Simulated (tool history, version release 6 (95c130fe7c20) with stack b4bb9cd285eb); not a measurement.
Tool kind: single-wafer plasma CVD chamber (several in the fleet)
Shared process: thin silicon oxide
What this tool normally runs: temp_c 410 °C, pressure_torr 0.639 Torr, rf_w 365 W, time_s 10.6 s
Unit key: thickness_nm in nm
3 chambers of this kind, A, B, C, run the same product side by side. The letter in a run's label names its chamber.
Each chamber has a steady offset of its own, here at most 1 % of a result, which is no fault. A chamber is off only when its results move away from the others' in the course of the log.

run,hour,temp_c,pressure_torr,rf_w,time_s,hours since the last thermocouple change,hours since the last RF generator calibration,hours since the last manometer calibration,"read-back reference wafer on the same gauge, thickness_nm",thickness_nm
1C,10.7,410,0.639,365,10.6,648.7,1888.3,2580.1,17.712,16.610
2B,17.4,410,0.639,365,10.6,784.3,19.7,846.3,17.701,16.454
3A,23.8,410,0.639,365,10.6,75.5,541.3,475.2,17.705,16.645
4C,29.1,410,0.639,365,10.6,667.1,1906.7,2598.5,17.702,16.639
5A,34.2,410,0.639,365,10.6,85.9,551.7,485.6,17.707,16.679
6B,44.6,410,0.639,325,9.9,811.5,46.9,873.5,17.698,14.645
7C,54.3,410,0.639,325,9.9,692.3,1931.9,2623.7,17.696,14.796
8B,65.0,410,0.639,325,9.9,831.9,67.3,893.9,17.705,14.632
9A,74.0,410,0.639,365,10.6,125.7,591.5,525.4,17.702,16.638
10C,80.5,410,0.697,365,10.6,718.5,1958.1,2649.9,17.701,18.225
11A,86.6,410,0.697,365,10.6,138.3,604.1,538.0,17.707,18.291
12B,92.8,410,0.697,365,10.6,859.7,95.1,921.7,17.694,17.998
13C,104.2,410,0.639,365,10.6,742.2,1981.8,2673.6,17.702,16.733
14B,114.5,410,0.639,365,10.6,881.4,116.8,943.4,17.697,16.329
15A,120.0,410,0.639,365,10.6,171.7,637.5,571.4,17.706,16.644
16B,128.6,410,0.639,365,12.2,895.5,130.9,957.5,17.698,18.662
17A,137.1,410,0.639,365,12.2,188.8,654.6,588.5,17.703,19.156
18C,147.0,410,0.639,365,12.2,785.0,2024.6,2716.4,17.693,19.117
19A,157.5,410,0.639,365,10.6,209.2,675.0,608.9,17.708,16.644
20C,168.9,410,0.639,365,10.6,806.9,2046.5,2738.3,17.698,16.604
21B,174.2,410,0.639,365,10.6,941.1,176.5,1003.1,17.704,16.332
22C,180.2,410,0.639,365,10.6,818.2,2057.8,2749.6,17.696,16.561
23A,190.8,410,0.639,365,10.6,242.5,708.3,642.2,17.703,16.650
24B,198.8,410,0.639,365,10.6,965.7,201.1,1027.7,17.698,16.204
25B,205.8,410,0.639,365,10.6,972.7,208.1,1034.7,17.708,16.233
26C,217.7,410,0.639,365,10.6,855.7,2095.3,2787.1,17.696,16.584
27A,223.0,410,0.639,365,10.6,274.7,740.5,674.4,17.698,16.645
28A,232.5,410,0.639,365,10.6,284.2,750.0,683.9,17.705,16.612
# hour 234.3: chamber C: RF generator calibrated
29C,240.3,410,0.639,365,10.6,878.3,6.1,2809.7,17.692,16.631
30B,249.0,410,0.639,365,10.6,1015.9,251.3,1077.9,17.702,16.228
31A,257.5,410,0.639,365,10.6,309.2,775.0,708.9,17.700,16.632
32C,266.7,410,0.639,365,10.6,904.7,32.5,2836.1,17.689,16.567
33B,278.1,410,0.639,365,10.6,1045.0,280.4,1107.0,17.688,16.079
# hour 283.4: chamber C: capacitance manometer re-zeroed and calibrated
34B,285.7,410,0.639,365,10.6,1052.6,288.0,1114.6,17.691,16.118
35A,291.3,410,0.639,365,10.6,343.0,808.8,742.7,17.709,16.611
36C,298.1,415,0.514,365,10.6,936.1,63.9,14.8,17.695,13.047
37B,303.8,415,0.514,365,10.6,1070.7,306.1,1132.7,17.695,12.544
38C,314.1,415,0.514,365,10.6,952.1,79.9,30.8,17.709,13.038
39A,321.8,410,0.639,365,10.6,373.5,839.3,773.2,17.710,16.620
40A,331.7,410,0.639,365,10.6,383.4,849.2,783.1,17.691,16.652
41C,337.8,410,0.639,365,10.6,975.8,103.6,54.5,17.691,16.581
42B,347.0,410,0.639,365,10.6,1113.9,349.3,1175.9,17.701,16.049

Has any chamber moved away from the others, gradually or after a service, or does the common gauge drift, or do the chambers differ only by their own small steady offsets? State the chamber and the most likely cause if one applies.

One chamber, B, drifts off from the rest bit by bit.
What lies behind it: true pressure below the setpoint (%) = 2.24.
The log may not tell that from: delivered RF power below the setpoint (%).

Which of the 4 candidates below, each the usual settings with something changed and its results left as question marks, puts chamber B back in line with what the other chambers give on the usual settings?
A result is in line if it is within this distance of the other chambers' mean on the usual settings: thickness_nm 0.140 nm
43B-1,355.6,410,0.639,380,10.6,,,,,?
43B-2,355.6,410,0.654,365,10.7,,,,,?
43B-3,355.6,410,0.630,365,10.6,,,,,?
43B-4,355.6,410,0.639,365,10.2,,,,,?

Average result of the remaining chambers running the usual settings: thickness_nm 16.655 nm
run,thickness_nm
43B-1,16.287
43B-2,16.620
43B-3,15.805
43B-4,15.448
It is 43B-2 that realigns the chamber with its peers.
